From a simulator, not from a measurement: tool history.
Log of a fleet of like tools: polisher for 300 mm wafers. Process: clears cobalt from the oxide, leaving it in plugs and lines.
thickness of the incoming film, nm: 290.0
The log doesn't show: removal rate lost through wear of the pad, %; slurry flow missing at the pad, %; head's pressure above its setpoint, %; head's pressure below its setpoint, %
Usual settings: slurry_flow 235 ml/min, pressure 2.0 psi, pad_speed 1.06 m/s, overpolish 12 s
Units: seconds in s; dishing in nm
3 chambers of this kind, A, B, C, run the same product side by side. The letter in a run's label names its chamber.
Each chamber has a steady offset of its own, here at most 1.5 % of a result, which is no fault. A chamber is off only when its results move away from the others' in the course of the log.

| run | hour | slurry_flow | pressure | pad_speed | overpolish | wafers polished on this pad | hours since the slurry nozzle was cleaned | hours since the head pressure was calibrated | seconds | dishing |
|---|---|---|---|---|---|---|---|---|---|---|
| 1A | 8.7 | 235 | 2.0 | 1.06 | 12 | 837 | 279.5 | 289.7 | 49.245 | 44.553 |
| 2C | 20.6 | 235 | 2.0 | 1.06 | 12 | 1132 | 95.7 | 136.7 | 50.352 | 44.347 |
|  | 31.6 | chamber C: worn pad replaced by a new one |
| 3B | 36.5 | 235 | 2.0 | 1.06 | 12 | 599 | 44.4 | 527.9 | 50.406 | 45.705 |
|  | 41.2 | chamber A: worn pad replaced by a new one |
| 4C | 47.7 | 235 | 2.0 | 1.06 | 12 | 173 | 122.8 | 163.8 | 48.931 | 44.087 |
| 5A | 61.9 | 235 | 2.0 | 1.06 | 12 | 223 | 332.7 | 342.9 | 49.280 | 45.731 |
| 6B | 71.4 | 235 | 1.7 | 1.06 | 12 | 974 | 79.3 | 562.8 | 59.561 | 40.152 |
| 7C | 81.7 | 235 | 1.7 | 1.06 | 12 | 539 | 156.8 | 197.8 | 59.930 | 40.215 |
|  | 88.2 | chamber B: worn pad replaced by a new one |
| 8B | 92.9 | 235 | 1.7 | 1.06 | 12 | 51 | 100.8 | 584.3 | 60.458 | 40.564 |
| 9A | 101.4 | 235 | 2.5 | 1.06 | 9 | 647 | 372.2 | 382.4 | 40.281 | 42.930 |
| 10A | 110.7 | 235 | 2.5 | 1.06 | 9 | 747 | 381.5 | 391.7 | 40.180 | 42.281 |
| 11C | 119.7 | 235 | 2.5 | 1.06 | 9 | 947 | 194.8 | 235.8 | 40.806 | 41.796 |
| 12B | 133.5 | 235 | 2.0 | 1.06 | 12 | 487 | 141.4 | 624.9 | 50.172 | 46.615 |
|  | 140.1 | chamber C: slurry nozzle cleaned |
| 13A | 146.5 | 235 | 2.0 | 1.06 | 12 | 1132 | 417.3 | 427.5 | 50.285 | 44.864 |
|  | 152.9 | chamber C: worn pad replaced by a new one |
|  | 153.3 | chamber A: head pressure recalibrated |
| 14B | 154.6 | 235 | 2.0 | 1.06 | 12 | 714 | 162.5 | 646.0 | 50.157 | 43.826 |
| 15C | 170.6 | 235 | 2.7 | 1.06 | 12 | 190 | 30.5 | 286.7 | 37.080 | 52.784 |
|  | 176.4 | chamber A: worn pad replaced by a new one |
| 16C | 177.9 | 235 | 2.7 | 1.06 | 12 | 268 | 37.8 | 294.0 | 37.365 | 52.249 |
| 17B | 190.7 | 235 | 2.7 | 1.06 | 12 | 1102 | 198.6 | 682.1 | 37.089 | 53.174 |
|  | 192.2 | chamber B: worn pad replaced by a new one |
| 18A | 199.8 | 235 | 2.0 | 1.06 | 12 | 251 | 470.6 | 46.6 | 50.143 | 44.766 |
| 19C | 209.5 | 235 | 2.0 | 1.06 | 12 | 608 | 69.4 | 325.6 | 51.054 | 44.677 |
| 20B | 220.7 | 190 | 2.3 | 1.06 | 12 | 306 | 228.6 | 712.1 | 46.019 | 47.796 |
| 21A | 231.9 | 190 | 2.3 | 1.06 | 12 | 596 | 502.7 | 78.7 | 44.101 | 48.361 |
| 22B | 245.3 | 190 | 2.3 | 1.06 | 12 | 571 | 253.2 | 736.7 | 46.244 | 49.632 |
| 23A | 261.5 | 235 | 2.0 | 1.06 | 12 | 914 | 532.3 | 108.3 | 49.207 | 45.205 |
|  | 262.7 | chamber C: worn pad replaced by a new one |
| 24C | 275.2 | 180 | 2.0 | 1.06 | 12 | 135 | 135.1 | 391.3 | 50.839 | 43.913 |
| 25C | 287.2 | 180 | 2.0 | 1.06 | 12 | 264 | 147.1 | 403.3 | 50.295 | 43.761 |
|  | 299.2 | chamber B: worn pad replaced by a new one |
| 26A | 301.0 | 180 | 2.0 | 1.06 | 12 | 1339 | 571.8 | 147.8 | 52.981 | 44.912 |
|  | 310.0 | chamber A: worn pad replaced by a new one |
| 27B | 311.9 | 235 | 2.0 | 1.06 | 12 | 136 | 319.8 | 803.3 | 52.716 | 42.879 |
| 28B | 326.1 | 235 | 2.0 | 1.06 | 12 | 289 | 334.0 | 817.5 | 53.555 | 43.110 |
|  | 332.4 | chamber A: slurry nozzle cleaned |
| 29A | 338.4 | 235 | 2.0 | 1.06 | 12 | 305 | 6.1 | 185.2 | 50.061 | 43.462 |
| 30C | 350.0 | 235 | 2.0 | 1.06 | 12 | 939 | 209.9 | 466.1 | 49.796 | 43.701 |
| 31A | 364.1 | 235 | 2.0 | 1.06 | 12 | 582 | 31.8 | 210.9 | 50.691 | 45.113 |
|  | 375.2 | chamber C: worn pad replaced by a new one |
| 32C | 376.3 | 235 | 2.0 | 1.06 | 12 | 12 | 236.2 | 492.4 | 48.565 | 45.396 |
|  | 389.0 | chamber C: slurry nozzle cleaned |
| 33B | 389.6 | 235 | 1.6 | 1.06 | 9 | 971 | 397.5 | 881.0 | 68.104 | 31.539 |
|  | 397.9 | chamber B: worn pad replaced by a new one |
| 34B | 399.9 | 235 | 1.6 | 1.06 | 9 | 22 | 407.8 | 891.3 | 67.541 | 30.268 |
| 35A | 414.9 | 235 | 1.6 | 1.06 | 9 | 1128 | 82.6 | 261.7 | 61.489 | 31.604 |
| 36C | 424.8 | 235 | 2.0 | 1.06 | 12 | 533 | 35.9 | 540.9 | 50.127 | 44.021 |
|  | 429.2 | chamber A: worn pad replaced by a new one |
| 37C | 434.3 | 235 | 2.0 | 1.06 | 12 | 635 | 45.4 | 550.4 | 50.708 | 44.827 |
| 38B | 446.9 | 235 | 2.0 | 1.06 | 12 | 527 | 454.8 | 938.3 | 56.395 | 42.181 |
| 39A | 456.7 | 235 | 2.0 | 1.06 | 12 | 295 | 124.4 | 303.5 | 51.201 | 45.682 |
| 40B | 464.8 | 235 | 2.0 | 1.06 | 12 | 719 | 472.7 | 956.2 | 54.731 | 43.810 |
| 41A | 477.2 | 235 | 2.0 | 1.06 | 12 | 515 | 144.9 | 324.0 | 49.546 | 44.911 |
| 42C | 489.8 | 275 | 2.0 | 1.06 | 12 | 1232 | 100.9 | 605.9 | 50.491 | 44.946 |

Next, every chamber runs the same settings. What will each give?
| 43A | 501.7 | 295 | 2.0 | 1.06 | 12 |  |  |  | ? | ? |
| 43B | 501.7 | 295 | 2.0 | 1.06 | 12 |  |  |  | ? | ? |
| 43C | 501.7 | 295 | 2.0 | 1.06 | 12 |  |  |  | ? | ? |

| run | seconds | dishing |
|---|---|---|
| 43A | 47.868 | 45.374 |
| 43B | 57.006 | 41.781 |
| 43C | 49.023 | 45.691 |
